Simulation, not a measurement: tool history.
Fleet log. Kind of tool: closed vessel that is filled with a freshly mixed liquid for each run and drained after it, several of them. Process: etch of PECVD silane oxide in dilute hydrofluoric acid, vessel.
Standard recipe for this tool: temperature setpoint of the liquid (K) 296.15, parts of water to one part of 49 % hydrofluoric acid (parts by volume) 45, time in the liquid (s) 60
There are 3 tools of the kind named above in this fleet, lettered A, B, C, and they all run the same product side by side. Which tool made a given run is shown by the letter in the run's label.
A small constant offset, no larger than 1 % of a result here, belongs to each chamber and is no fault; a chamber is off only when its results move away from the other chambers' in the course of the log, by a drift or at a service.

run,day,temperature setpoint of the liquid (K),parts of water to one part of 49 % hydrofluoric acid (parts by volume),time in the liquid (s),"read-back film thickness of the PECVD silane oxide reference wafer, read on the same gauge (nm)",thickness taken off the PECVD silane oxide on a monitor wafer (Å)
1A,0.379,296.15,45,60,70.005,396.84
2B,0.688,296.15,45,60,69.991,403.61
3C,0.9,296.15,45,60,70.045,394.57
4A,1.246,296.15,45,60,69.948,400.17
5B,1.629,296.15,45,60,69.984,397.38
6C,1.996,291.65,45,60,70.018,331.9
7A,2.454,291.65,45,60,69.985,330.78
8B,2.746,291.65,45,60,69.995,335.06
9C,2.975,296.15,45,60,69.993,392.82
10C,3.404,296.15,45,60,69.998,398.36
11A,3.812,296.15,45,60,70.009,399.02
12B,4.175,296.15,45,60,69.997,404.39
13A,4.396,296.15,45,60,70.029,397.65
14C,4.65,296.15,45,60,69.995,402.39
15B,5.125,296.15,45,60,69.975,404.19
16C,5.596,296.15,45,60,70.005,413.8
17B,6.021,296.15,45,60,69.995,394.82
18A,6.338,296.15,45,60,69.993,401.15
19B,6.625,296.15,45,60,69.985,404.23
20C,6.946,296.15,45,60,69.984,404.6
21A,7.404,296.15,45,60,69.999,397.82
22A,7.7,296.15,45,60,69.981,402.19
23B,8.029,296.15,45,60,69.984,402.97
24C,8.3,296.15,45,60,70.002,416.38
# day 8.55: chamber A: thermometer replaced
25B,8.633,296.15,45,60,70.011,397.58
26A,9.017,294.65,45,95,70.029,594.43
27C,9.338,294.65,45,95,69.984,626.43
28B,9.717,294.65,45,95,70.014,602.49
29A,10.042,296.15,45,90,69.967,600.15
30C,10.408,296.15,45,90,70.007,634.37
31C,10.871,296.15,45,90,70.009,637.33
32B,11.179,296.15,45,60,69.988,406.76
33A,11.571,296.15,45,60,69.978,395.21
34B,11.946,296.15,45,60,69.985,403.97
35C,12.338,296.15,45,60,69.96,424.37
36A,12.575,296.15,45,60,69.992,397.69
37A,12.85,296.15,45,60,69.997,402.79
38B,13.317,296.15,45,60,70.01,407
39C,13.712,296.15,45,60,70.016,428.98
40B,13.917,296.15,25,40,70.008,485.4
41C,14.342,296.15,25,40,69.968,546.45
42A,14.775,296.15,25,40,69.994,489.84
43B,15.225,296.15,45,60,69.987,400.43
44A,15.462,296.15,45,60,70.006,391.71

Next, all 3 chambers run the settings below, one line each with question marks for the results. What does each chamber give?
45A,15.8,292.65,45,60,,?
45B,15.8,292.65,45,60,,?
45C,15.8,292.65,45,60,,?

run,thickness taken off the PECVD silane oxide on a monitor wafer (Å)
45A,342.34
45B,344.85
45C,380.53
